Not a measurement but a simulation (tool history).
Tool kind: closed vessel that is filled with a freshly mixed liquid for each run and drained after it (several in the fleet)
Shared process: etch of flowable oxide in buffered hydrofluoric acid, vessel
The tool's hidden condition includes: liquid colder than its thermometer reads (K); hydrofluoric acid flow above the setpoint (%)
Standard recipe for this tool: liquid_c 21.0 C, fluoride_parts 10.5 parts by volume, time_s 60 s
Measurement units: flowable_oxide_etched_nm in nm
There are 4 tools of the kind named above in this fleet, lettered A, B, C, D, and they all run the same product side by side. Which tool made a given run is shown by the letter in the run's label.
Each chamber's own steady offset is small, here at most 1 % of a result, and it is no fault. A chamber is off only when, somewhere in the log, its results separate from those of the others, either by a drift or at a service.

run	hour	liquid_c	fluoride_parts	time_s	hours since the thermometer was replaced	hours since the hydrofluoric acid flow meter was replaced	read-back film thickness of the flowable oxide reference wafer, read on the same gauge (nm)	flowable_oxide_etched_nm
1A	6.8	21.0	10.5	60	591.8	557.4	150.01	145.870
2D	10.6	21.0	10.5	60	274.0	1154.1	149.99	145.400
3B	18.0	21.0	10.5	60	123.4	715.7	150.00	146.090
4C	21.9	21.0	10.5	60	442.9	179.4	150.01	144.480
5B	28.5	21.0	10.5	60	133.9	726.2	150.01	146.660
6D	32.8	23.0	10.5	60	296.2	1176.3	149.98	163.530
7C	36.4	23.0	10.5	60	457.4	193.9	149.97	163.770
8A	41.9	23.0	10.5	60	626.9	592.5	150.01	163.330
9C	46.5	23.0	10.5	60	467.5	204.0	150.01	163.700
10A	54.1	21.0	10.5	60	639.1	604.7	150.01	147.330
11B	57.9	21.0	10.5	60	163.3	755.6	150.00	146.610
12D	65.0	21.0	10.5	60	328.4	1208.5	149.98	143.780
13D	68.8	21.0	10.5	60	332.2	1212.3	150.02	143.900
14C	76.7	21.0	10.5	60	497.7	234.2	150.00	146.340
15A	80.6	21.0	10.5	60	665.6	631.2	149.99	145.690
16B	86.4	21.0	10.5	60	191.8	784.1	150.03	145.700
17C	94.5	21.0	10.5	60	515.5	252.0	150.01	145.850
18A	99.0	21.0	10.5	60	684.0	649.6	150.03	145.520
19D	104.7	21.0	10.5	60	368.1	1248.2	150.00	144.480
20B	111.9	21.0	10.5	40	217.3	809.6	149.96	97.886
21D	116.3	21.0	10.5	40	379.7	1259.8	150.00	97.318
22C	124.1	21.0	10.5	40	545.1	281.6	150.00	96.656
23A	128.3	21.0	10.5	40	713.3	678.9	149.97	96.547
24B	132.9	23.5	13.0	60	238.3	830.6	149.98	137.600
25D	140.3	23.5	13.0	60	403.7	1283.8	149.99	135.980
26C	147.4	23.5	13.0	60	568.4	304.9	149.96	138.540
27B	153.6	23.5	13.0	60	259.0	851.3	149.97	139.330
28A	160.6	21.0	10.5	60	745.6	711.2	149.98	143.570
29A	168.1	21.0	10.5	60	753.1	718.7	150.01	142.400
30C	173.9	21.0	10.5	60	594.9	331.4	150.02	144.080
31B	180.5	21.0	10.5	60	285.9	878.2	149.98	148.190
32D	188.5	25.0	10.5	60	451.9	1332.0	150.02	181.790
33A	193.4	25.0	10.5	60	778.4	744.0	150.01	176.960
34D	200.5	25.0	10.5	60	463.9	1344.0	149.99	181.280

Has any chamber moved away from the others, gradually or after a service, or does the common gauge drift, or do the chambers differ only by their own small steady offsets? State the chamber and the most likely cause if one applies.

Nothing is wrong: each chamber keeps only its own small, steady offset and the gauge holds still.
